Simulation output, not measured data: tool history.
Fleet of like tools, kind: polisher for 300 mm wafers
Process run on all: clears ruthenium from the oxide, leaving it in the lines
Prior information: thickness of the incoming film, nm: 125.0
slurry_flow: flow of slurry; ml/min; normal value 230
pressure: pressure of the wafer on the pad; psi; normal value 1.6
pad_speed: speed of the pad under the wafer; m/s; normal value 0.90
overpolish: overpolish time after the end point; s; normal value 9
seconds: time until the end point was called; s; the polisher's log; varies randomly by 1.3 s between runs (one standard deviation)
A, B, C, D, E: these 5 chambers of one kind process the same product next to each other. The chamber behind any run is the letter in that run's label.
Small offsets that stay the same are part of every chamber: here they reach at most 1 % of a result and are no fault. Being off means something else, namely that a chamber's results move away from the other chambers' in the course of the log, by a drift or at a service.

run   hour  slurry_flow  pressure  pad_speed  overpolish  wafers polished on this pad  hours since the slurry nozzle was cleaned  hours since the head pressure was calibrated  seconds
       0.5  -- chamber B: worn pad replaced by a new one
       3.2  -- chamber D: worn pad replaced by a new one
 1D    9.5          230       1.6       0.90           9                           58                                      413.5                                          60.5   160.20
      13.1  -- chamber A: slurry nozzle cleaned
 2E   15.1          230       1.6       0.90           9                          698                                      276.8                                         420.9   157.91
      16.7  -- chamber E: worn pad replaced by a new one
 3A   24.5          230       1.6       0.90           9                          626                                       11.4                                         235.1   161.91
 4C   29.4          230       1.6       0.90           9                          538                                      699.4                                         488.6   160.15
      33.1  -- chamber C: slurry nozzle cleaned
 5B   35.4          230       1.6       0.90           9                          321                                      296.6                                         493.5   157.97
 6E   43.5          230       1.6       0.90           9                          247                                      305.2                                         449.3   159.85
 7D   53.4          230       1.6       0.90           9                          462                                      457.4                                         104.4   161.46
      57.0  -- chamber C: worn pad replaced by a new one
 8C   60.4          230       1.6       0.90           9                           32                                       27.4                                         519.6   161.66
 9A   66.7          230       1.6       0.90           9                         1014                                       53.6                                         277.3   161.77
10B   73.9          230       1.6       0.90           9                          675                                      335.1                                         532.0   160.70
11C   82.0          230       1.6       0.90           9                          230                                       49.0                                         541.2   161.30
      88.1  -- chamber E: worn pad replaced by a new one
12E   90.4          230       1.6       0.90           9                           21                                      352.1                                         496.2   159.95
      94.6  -- chamber A: worn pad replaced by a new one
      98.3  -- chamber B: worn pad replaced by a new one
13A  100.2          230       1.6       0.90           9                           51                                       87.1                                         310.8   160.54
     103.6  -- chamber E: head pressure recalibrated
14B  108.4          230       1.6       0.90           9                           92                                      369.6                                         566.5   161.08
15D  116.6          230       1.6       0.90           9                         1043                                      520.6                                         167.6   161.37
     118.3  -- chamber B: head pressure recalibrated
16E  124.3          230       1.6       0.90           9                          333                                      386.0                                          20.7   171.15
     129.1  -- chamber A: head pressure recalibrated
17A  130.4          230       1.6       0.90           9                          329                                      117.3                                           1.3   161.20
18C  134.8          230       1.6       0.90           9                          716                                      101.8                                         594.0   159.66
19B  140.1          230       1.6       0.90           9                          384                                      401.3                                          21.9   161.15
20D  147.3          230       1.6       0.90           9                         1326                                      551.3                                         198.3   162.60
21E  152.7          230       1.6       0.90           9                          595                                      414.4                                          49.1   172.75
     154.4  -- chamber D: worn pad replaced by a new one
22A  157.2          230       1.6       0.90           9                          576                                      144.1                                          28.1   162.95
     161.3  -- chamber C: worn pad replaced by a new one
     166.1  -- chamber E: worn pad replaced by a new one
23C  166.1          170       2.0       0.90           9                           44                                      133.1                                         625.3   135.02
24D  173.0          170       2.0       0.90           9                          171                                      577.0                                         224.0   135.25
25B  178.9          170       2.0       0.90           9                          741                                      440.1                                          60.7   132.07
     181.6  -- chamber B: worn pad replaced by a new one
26B  184.8          170       2.0       0.90           9                           29                                      446.0                                          66.6   133.38
27D  190.3          170       2.0       0.90           9                          330                                      594.3                                         241.3   133.12
28A  195.3          230       1.6       0.90           9                          926                                      182.2                                          66.2   162.96
29C  205.0          230       1.6       0.90           9                          402                                      172.0                                         664.2   161.89
30E  212.0          230       1.6       0.90           9                          423                                      473.7                                         108.4   172.46
31D  217.8          230       1.6       0.90           9                          583                                      621.8                                         268.8   160.16
32B  225.4          230       1.6       0.90           9                          403                                      486.6                                         107.2   161.60
33A  235.7          230       1.6       0.74          13                         1298                                      222.6                                         106.6   195.67

What goes on in this fleet: one chamber off, a drifting gauge, or nothing beyond the chambers' own small offsets? Name the chamber and the cause, if any.

The work done on chamber E during a service left it standing apart from the others.
Cause: head's pressure below its setpoint, % = 6.84.

Which of the 4 candidates below, each the usual settings with something changed and its results left as question marks, puts chamber E back in line with what the other chambers give on the usual settings?
Allowed miss from the other chambers' usual-settings mean, per result, to count as in line: seconds 4.70 s
34E-1  243.1          230       1.6       0.96           9                                                                                                                              ?
34E-2  243.1          230       1.6       0.88           9                                                                                                                              ?
34E-3  243.1          260       1.6       0.90           9                                                                                                                              ?
34E-4  243.1          230       1.6       0.84           9                                                                                                                              ?

The other chambers' mean on the usual settings: seconds 161.27 s
  run  seconds
34E-1   161.58
34E-2   176.50
34E-3   170.19
34E-4   185.04
With 34E-1, the chamber falls back in line with the rest.
